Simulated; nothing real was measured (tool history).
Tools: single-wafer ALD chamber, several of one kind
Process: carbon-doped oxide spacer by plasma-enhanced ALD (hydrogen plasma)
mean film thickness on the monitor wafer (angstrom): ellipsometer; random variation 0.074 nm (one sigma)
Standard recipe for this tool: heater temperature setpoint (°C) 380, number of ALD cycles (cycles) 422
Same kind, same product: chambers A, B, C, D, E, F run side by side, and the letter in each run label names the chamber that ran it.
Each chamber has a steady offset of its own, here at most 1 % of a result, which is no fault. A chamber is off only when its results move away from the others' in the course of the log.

run,hour,heater temperature setpoint (°C),number of ALD cycles (cycles),"read-back reference wafer on the same gauge, thickness_nm",mean film thickness on the monitor wafer (angstrom)
1F,10.6,380,422,23.409,210.13
2C,24.5,380,422,23.394,209.61
3D,38.9,380,422,23.422,209.45
4B,49.9,380,422,23.399,210.7
# hour 54.3: chamber F: thermocouple changed; heater temperature recalibrated
5A,61,380,422,23.381,209.66
6E,70.4,380,422,23.384,212.95
7E,80.2,380,422,23.408,211.82
8D,91.9,380,422,23.397,209.95
9A,102.6,380,422,23.395,210.02
10C,109.3,380,422,23.407,209.89
11B,121.5,391,490,23.402,245.04
12F,135,391,490,23.405,242.98
13E,142.5,391,490,23.398,247.52
14A,153.2,391,490,23.379,242.94
15C,165.5,391,490,23.4,245.11
16F,175.7,391,490,23.412,243.84
17D,189.9,380,422,23.391,210
18B,200.1,380,422,23.381,209.91
19E,209.6,366,501,23.396,251.22
20A,217,366,501,23.408,248.04
21F,226.1,366,501,23.417,249.97
22D,237,366,501,23.415,249.32
23B,248.3,366,501,23.406,249.35
24C,257.5,366,501,23.415,248.3
25C,264.2,380,422,23.405,209.16
26B,275.5,380,422,23.402,210.93
27A,282.9,380,422,23.408,208.8
28E,293.5,380,422,23.402,212.72
29F,304.2,373,422,23.411,209.35
30D,317.3,373,422,23.379,209.47
31F,327.3,373,422,23.404,209.67
32B,341.7,373,422,23.373,209.66
33D,348.3,373,422,23.392,210.3
34A,362.1,373,422,23.409,209.83
35C,372.5,380,422,23.378,212.22
36E,387,380,422,23.407,212.45
37D,394.6,380,422,23.401,209.09

Which is it: a chamber that has drifted or been left off by a service, a gauge drift common to all chambers, or only each chamber's usual small offset? If a chamber is off, name it and its likeliest cause.

Neither any chamber nor the gauge drifts; the chambers differ only by their own small, steady offsets.

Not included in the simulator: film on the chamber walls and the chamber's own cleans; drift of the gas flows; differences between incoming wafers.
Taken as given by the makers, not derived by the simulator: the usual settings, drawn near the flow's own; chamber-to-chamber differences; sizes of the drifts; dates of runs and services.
